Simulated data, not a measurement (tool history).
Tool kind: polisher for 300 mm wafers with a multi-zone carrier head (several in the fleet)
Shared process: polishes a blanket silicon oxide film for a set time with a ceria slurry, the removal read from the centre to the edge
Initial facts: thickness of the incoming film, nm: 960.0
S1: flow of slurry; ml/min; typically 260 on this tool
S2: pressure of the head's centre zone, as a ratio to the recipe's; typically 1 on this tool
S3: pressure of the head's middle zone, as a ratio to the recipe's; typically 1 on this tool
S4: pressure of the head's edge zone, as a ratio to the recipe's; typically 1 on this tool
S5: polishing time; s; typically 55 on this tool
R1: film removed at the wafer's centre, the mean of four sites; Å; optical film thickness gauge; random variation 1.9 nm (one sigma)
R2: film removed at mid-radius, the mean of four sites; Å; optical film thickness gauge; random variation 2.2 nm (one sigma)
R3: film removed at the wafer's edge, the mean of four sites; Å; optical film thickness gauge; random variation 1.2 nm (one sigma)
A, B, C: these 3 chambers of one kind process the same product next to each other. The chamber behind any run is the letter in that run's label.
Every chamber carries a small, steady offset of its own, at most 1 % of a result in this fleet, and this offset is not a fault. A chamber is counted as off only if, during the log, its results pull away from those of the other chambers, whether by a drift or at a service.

run	hour	S1	S2	S3	S4	S5	R1	R2	R3
1C	6.2	260	1	1	1	55	1798	1770.8	1789.4
2A	12.8	260	1	1	1	55	1775.6	1769.7	1783.1
# hour 19.2: chamber B: worn pad replaced by a new one
3B	20.2	260	1	1	1	55	1758.6	1765	1775.4
4C	29.7	260	1	1	1	55	1793.6	1769.9	1780.6
# hour 33.9: chamber C: slurry nozzle cleaned
5A	34.3	260	1	1	1	55	1811.6	1769.3	1789
# hour 39.2: chamber B: slurry nozzle cleaned
6B	43.9	260	1	1	1	55	1763.4	1767.9	1806.2
7B	50.3	260	1	1	1	55	1797	1775.9	1759.1
8C	55.7	260	1	1	1	55	1781.4	1772.8	1790.1
# hour 59.6: chamber C: worn pad replaced by a new one
9A	64.8	260	1	1	1	43	1403.6	1357.7	1374.7
10B	71.6	260	1	1	1	43	1420.6	1386.2	1382
# hour 77: chamber B: worn pad replaced by a new one
11C	79.3	260	1	1	1	43	1405.2	1416.7	1401.1
12A	87.4	260	1	1	1	55	1728.2	1770.7	1725.1
13A	95.8	260	1	1	1	55	1748.8	1717.8	1737.2
14B	104.1	260	1	1	1	55	1744.4	1749.6	1765.6
15C	108.8	260	1	1	1	55	1827	1772.1	1766.2
# hour 115: chamber A: slurry nozzle cleaned
16B	115.8	260	1	1	1	55	1779.6	1787	1779.1
# hour 119.5: chamber B: centre zone pressure recalibrated
17C	124.5	260	1	1	1	55	1756.9	1762.2	1797
# hour 125.9: chamber C: worn pad replaced by a new one
# hour 132: chamber B: worn pad replaced by a new one
18A	133.2	260	1	1	1	55	1734	1719.8	1690
19C	139	260	1	1	1	55	1800.6	1762.6	1815.1
20A	146.1	260	1	1	1	55	1729.6	1679	1682.1
21B	152.7	260	1	1	1	55	1775.6	1768.4	1786
22B	161.1	260	0.93	1	1	55	1619.6	1729.4	1798.3
23C	167.4	260	0.93	1	1	55	1646.1	1778.5	1787.6
24A	175.2	260	0.93	1	1	55	1551.3	1670.9	1657.3
25B	183.6	260	1.08	1	1	55	1908.4	1754.6	1790.3
# hour 186.8: chamber C: worn pad replaced by a new one
26A	189	260	1.08	1	1	55	1829.6	1703.5	1647
# hour 190.7: chamber B: worn pad replaced by a new one
27C	193.8	260	1.08	1	1	55	1913.5	1784.4	1781.2
28C	200.9	260	1	1	1	55	1748.3	1759.1	1779.6
29B	205.8	260	1	1	1	55	1772.7	1791.1	1774.3
30A	210.6	260	1	1	1	55	1663	1643.4	1617.5
31A	220	260	1	1	1	55	1657.7	1649.2	1616.1

What goes on in this fleet: one chamber off, a drifting gauge, or nothing beyond the chambers' own small offsets? Name the chamber and the cause, if any.

Little by little, chamber A moves away from the other chambers.
Most likely cause: removal rate lost through wear of the pad, % = 8.97.

Here are 4 candidates for chamber A's next run, each the usual settings with a change, their results left as question marks. Which one brings its results back in line with what the others give on the usual settings?
A result is in line if it is within this distance of the other chambers' mean on the usual settings: R1 65 Å; R2 77 Å; R3 42 Å
32A-1	227.2	260	1	0.99	1.01	60	?	?	?
32A-2	227.2	260	1.01	1.02	0.97	46	?	?	?
32A-3	227.2	260	1	1.01	0.99	50	?	?	?
32A-4	227.2	265	0.99	0.98	1.03	66	?	?	?

The mean the other chambers reach with the usual settings: R1 1780.8 Å; R2 1780.4 Å; R3 1784.7 Å
run	R1	R2	R3
32A-1	1781.4	1754	1770.7
32A-2	1380.8	1381.6	1328.4
32A-3	1484.8	1488.4	1459.7
32A-4	1942.9	1916	1971.7
32A-1 brings the chamber back in line.

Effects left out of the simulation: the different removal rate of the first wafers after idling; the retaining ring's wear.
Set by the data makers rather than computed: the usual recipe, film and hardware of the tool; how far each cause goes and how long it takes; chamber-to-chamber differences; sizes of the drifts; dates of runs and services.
